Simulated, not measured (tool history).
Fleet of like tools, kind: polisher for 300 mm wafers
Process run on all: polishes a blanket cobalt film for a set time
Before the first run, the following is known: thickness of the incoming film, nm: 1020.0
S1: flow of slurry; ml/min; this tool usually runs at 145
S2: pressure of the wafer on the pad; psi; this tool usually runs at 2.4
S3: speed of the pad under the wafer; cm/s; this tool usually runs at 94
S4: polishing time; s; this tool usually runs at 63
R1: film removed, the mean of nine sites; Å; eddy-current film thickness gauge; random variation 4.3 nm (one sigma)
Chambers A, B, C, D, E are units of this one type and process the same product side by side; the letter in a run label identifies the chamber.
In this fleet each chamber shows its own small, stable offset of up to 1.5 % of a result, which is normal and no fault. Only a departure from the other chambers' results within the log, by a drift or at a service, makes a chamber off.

| run | hour | S1 | S2 | S3 | S4 | R1 |
|---|---|---|---|---|---|---|
| 1E | 10.5 | 145 | 2.4 | 94 | 63 | 3180.6 |
|  | 10.7 | chamber C: slurry nozzle cleaned |
|  | 16.1 | chamber D: worn pad replaced by a new one |
| 2A | 19.5 | 145 | 2.4 | 94 | 63 | 3146.0 |
| 3C | 25.4 | 145 | 2.4 | 94 | 63 | 3128.2 |
| 4B | 37.7 | 145 | 2.4 | 94 | 63 | 3142.2 |
| 5D | 47.8 | 145 | 2.4 | 94 | 63 | 3215.3 |
| 6D | 61.2 | 145 | 2.4 | 94 | 63 | 3204.6 |
| 7E | 72.6 | 145 | 2.4 | 94 | 63 | 3198.9 |
|  | 79.8 | chamber A: worn pad replaced by a new one |
|  | 80.3 | chamber C: worn pad replaced by a new one |
| 8A | 84.1 | 145 | 2.4 | 94 | 63 | 3175.3 |
| 9C | 91.8 | 145 | 3.0 | 94 | 49 | 3134.9 |
| 10B | 100.2 | 145 | 3.0 | 94 | 49 | 3043.8 |
| 11B | 112.3 | 145 | 3.0 | 94 | 49 | 3016.9 |
| 12E | 121.3 | 145 | 3.0 | 94 | 49 | 3092.1 |
|  | 123.0 | chamber B: slurry nozzle cleaned |
| 13C | 128.8 | 145 | 3.0 | 94 | 49 | 3032.9 |
| 14A | 142.2 | 115 | 2.2 | 94 | 63 | 2753.0 |
| 15D | 149.2 | 115 | 2.2 | 94 | 63 | 2728.2 |
|  | 154.2 | chamber E: worn pad replaced by a new one |
| 16A | 160.2 | 115 | 2.2 | 94 | 63 | 2762.0 |
| 17D | 168.7 | 115 | 2.2 | 94 | 63 | 2826.4 |
| 18E | 181.6 | 115 | 2.2 | 94 | 63 | 2794.1 |
|  | 187.1 | chamber A: worn pad replaced by a new one |
| 19C | 190.2 | 145 | 2.4 | 84 | 63 | 2832.2 |
| 20B | 196.3 | 145 | 2.4 | 84 | 63 | 2750.3 |
| 21D | 209.5 | 145 | 2.4 | 84 | 63 | 2896.8 |
|  | 215.9 | chamber C: slurry nozzle cleaned |
| 22E | 222.3 | 145 | 2.4 | 84 | 63 | 2767.8 |
|  | 224.2 | chamber D: worn pad replaced by a new one |
| 23A | 232.1 | 145 | 2.4 | 84 | 63 | 2809.6 |
| 24C | 245.6 | 145 | 2.4 | 94 | 63 | 3237.0 |
| 25B | 256.2 | 145 | 2.4 | 94 | 63 | 3030.2 |
| 26D | 264.1 | 145 | 2.4 | 94 | 63 | 3194.7 |
|  | 274.1 | chamber A: worn pad replaced by a new one |
| 27E | 276.2 | 145 | 2.4 | 94 | 63 | 3065.4 |
|  | 277.1 | chamber C: worn pad replaced by a new one |
| 28B | 284.7 | 145 | 2.4 | 94 | 63 | 2991.4 |
|  | 291.3 | chamber D: slurry nozzle cleaned |
| 29C | 291.6 | 145 | 2.4 | 94 | 63 | 3160.0 |
| 30A | 300.0 | 145 | 2.4 | 94 | 63 | 3134.7 |
| 31E | 308.6 | 145 | 2.9 | 120 | 63 | 4846.4 |
|  | 310.7 | chamber E: slurry nozzle cleaned |
|  | 319.7 | chamber B: slurry nozzle cleaned |
| 32A | 321.6 | 145 | 2.9 | 120 | 63 | 4758.8 |
|  | 323.1 | chamber B: head pressure recalibrated |
|  | 324.4 | chamber D: head pressure recalibrated |
| 33C | 328.1 | 145 | 2.9 | 120 | 63 | 4943.6 |
| 34D | 336.4 | 145 | 2.9 | 120 | 63 | 4843.1 |
| 35B | 347.6 | 145 | 2.9 | 120 | 63 | 4498.2 |
|  | 348.4 | chamber E: worn pad replaced by a new one |
| 36C | 358.5 | 145 | 2.4 | 78 | 47 | 2002.0 |
|  | 365.1 | chamber A: worn pad replaced by a new one |
| 37E | 371.4 | 145 | 2.4 | 78 | 47 | 1944.0 |
| 38B | 382.5 | 145 | 2.4 | 78 | 47 | 1718.7 |
| 39D | 394.9 | 145 | 2.4 | 78 | 47 | 1988.7 |
| 40A | 402.8 | 145 | 2.4 | 78 | 47 | 1920.4 |
| 41C | 409.9 | 145 | 2.4 | 94 | 63 | 3101.7 |
| 42E | 417.1 | 145 | 2.4 | 94 | 63 | 3153.8 |
| 43B | 429.0 | 145 | 2.4 | 94 | 63 | 2849.0 |

Decide between three cases: one chamber stands off from its peers, the gauge reading all wafers drifts, or nothing is wrong past each chamber's small offset. Where a chamber is off, say which and what most likely put it there.

It is chamber B that slowly wanders off from its peers.
Likeliest cause: removal rate lost through wear of the pad, % = 11.8.

Chamber B could run next with any of the 4 candidate recipes listed below; each alters the usual settings, and their results appear as question marks. Which one brings its results back in line with what the other chambers deliver on the usual settings?
In line means no further than this from the other chambers' mean on the usual settings: R1 150.0 Å
| 44B-1 | 438.7 | 145 | 2.3 | 90 | 61 | ? |
| 44B-2 | 438.7 | 145 | 2.4 | 94 | 64 | ? |
| 44B-3 | 438.7 | 145 | 2.5 | 94 | 67 | ? |
| 44B-4 | 438.7 | 145 | 2.4 | 92 | 63 | ? |

On the usual settings, the other chambers give on average: R1 3154.2 Å
| run | R1 |
|---|---|
| 44B-1 | 2511.2 |
| 44B-2 | 2867.7 |
| 44B-3 | 3125.3 |
| 44B-4 | 2763.7 |
With 44B-3, the chamber falls back in line with the rest.
